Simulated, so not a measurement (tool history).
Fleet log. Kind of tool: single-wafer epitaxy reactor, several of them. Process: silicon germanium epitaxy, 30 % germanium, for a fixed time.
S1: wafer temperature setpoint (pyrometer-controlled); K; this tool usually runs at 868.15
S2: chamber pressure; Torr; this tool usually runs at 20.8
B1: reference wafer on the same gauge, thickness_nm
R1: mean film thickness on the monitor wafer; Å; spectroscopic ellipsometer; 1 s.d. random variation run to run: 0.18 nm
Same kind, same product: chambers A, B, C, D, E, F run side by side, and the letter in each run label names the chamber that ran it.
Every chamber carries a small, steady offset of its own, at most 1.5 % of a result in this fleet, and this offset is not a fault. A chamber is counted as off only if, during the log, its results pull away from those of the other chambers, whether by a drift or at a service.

run 1D hour=4.0 | S1=868.15 S2=20.8 | B1=53.114 | R1=544.93
run 2F hour=7.1 | S1=868.15 S2=20.8 | B1=53.117 | R1=549.42
run 3C hour=10.2 | S1=868.15 S2=20.8 | B1=53.097 | R1=549.69
run 4A hour=14.3 | S1=868.15 S2=20.8 | B1=53.131 | R1=554.14
run 5B hour=18.5 | S1=868.15 S2=20.8 | B1=53.096 | R1=546.75
run 6E hour=21.2 | S1=868.15 S2=20.8 | B1=53.153 | R1=548.10
run 7F hour=24.5 | S1=868.15 S2=20.8 | B1=53.111 | R1=548.69
run 8E hour=28.0 | S1=868.15 S2=20.8 | B1=53.045 | R1=544.22
run 9C hour=30.8 | S1=868.15 S2=20.8 | B1=53.112 | R1=549.72
run 10A hour=33.2 | S1=868.15 S2=20.8 | B1=53.099 | R1=553.69
run 11D hour=37.6 | S1=868.15 S2=20.8 | B1=53.088 | R1=550.46
run 12B hour=41.6 | S1=860.15 S2=20.8 | B1=53.146 | R1=470.43
run 13A hour=45.4 | S1=860.15 S2=20.8 | B1=53.132 | R1=478.29
run 14C hour=49.9 | S1=860.15 S2=20.8 | B1=53.127 | R1=473.77
run 15E hour=53.8 | S1=860.15 S2=20.8 | B1=53.109 | R1=473.74
run 16B hour=58.4 | S1=860.15 S2=20.8 | B1=53.069 | R1=465.52
run 17D hour=60.9 | S1=860.15 S2=20.8 | B1=53.087 | R1=472.95
run 18F hour=65.1 | S1=868.15 S2=20.8 | B1=53.122 | R1=551.00
run 19F hour=69.6 | S1=868.15 S2=20.8 | B1=53.082 | R1=548.24
run 20E hour=73.1 | S1=882.15 S2=20.8 | B1=53.064 | R1=697.44
run 21A hour=76.4 | S1=882.15 S2=20.8 | B1=53.109 | R1=717.41
run 22B hour=81.1 | S1=882.15 S2=20.8 | B1=53.082 | R1=693.61
run 23D hour=84.2 | S1=882.15 S2=20.8 | B1=53.122 | R1=706.43
run 24C hour=88.4 | S1=882.15 S2=20.8 | B1=53.120 | R1=706.76
-- hour=90.4 chamber A: capacitance manometer re-zeroed and calibrated
run 25D hour=92.2 | S1=882.15 S2=20.8 | B1=53.061 | R1=704.19
run 26E hour=96.0 | S1=868.15 S2=20.8 | B1=53.142 | R1=544.67
run 27B hour=98.1 | S1=868.15 S2=20.8 | B1=53.110 | R1=534.57
run 28F hour=102.4 | S1=868.15 S2=20.8 | B1=53.127 | R1=546.82
run 29A hour=107.2 | S1=868.15 S2=20.8 | B1=53.074 | R1=553.63
run 30C hour=110.3 | S1=868.15 S2=20.8 | B1=53.148 | R1=549.38
run 31F hour=112.4 | S1=868.15 S2=20.8 | B1=53.097 | R1=549.67
run 32B hour=115.3 | S1=878.15 S2=20.8 | B1=53.058 | R1=635.00
run 33C hour=118.3 | S1=878.15 S2=20.8 | B1=53.108 | R1=665.06
-- hour=122.5 chamber D: pyrometer calibrated
run 34E hour=122.5 | S1=878.15 S2=20.8 | B1=53.079 | R1=652.20
run 35D hour=125.5 | S1=878.15 S2=20.8 | B1=53.073 | R1=657.78
run 36A hour=130.0 | S1=878.15 S2=20.8 | B1=53.089 | R1=668.30
run 37B hour=134.5 | S1=878.15 S2=20.8 | B1=53.120 | R1=636.01
run 38A hour=137.0 | S1=868.15 S2=20.8 | B1=53.101 | R1=557.41

Does one chamber stand apart from the rest, does the shared gauge drift, or is all well apart from small per-chamber offsets? Give the chamber and the most likely cause, where there is one.

Little by little, chamber B moves away from the other chambers.
What lies behind it: wafer temperature below the value expected at the setpoint (K) = 2.13.
From this log alone, it may not be told apart from: true pressure below the setpoint (%).

Here are 4 candidates for chamber B's next run, each the usual settings with a change, their results left as question marks. Which one brings its results back in line with what the others give on the usual settings?
Allowed miss from the other chambers' usual-settings mean, per result, to count as in line: R1 6.30 Å
run 39B-1 hour=140.4 | S1=868.15 S2=18.4 | R1=?
run 39B-2 hour=140.4 | S1=868.15 S2=21.6 | R1=?
run 39B-3 hour=140.4 | S1=870.15 S2=21.1 | R1=?
run 39B-4 hour=140.4 | S1=868.15 S2=20.0 | R1=?

The mean the other chambers reach with the usual settings: R1 549.32 Å
run=39B-1 R1=499.01
run=39B-2 R1=532.13
run=39B-3 R1=547.00
run=39B-4 R1=515.97
The answer is 39B-3, which returns the chamber to within the allowed miss of the others.
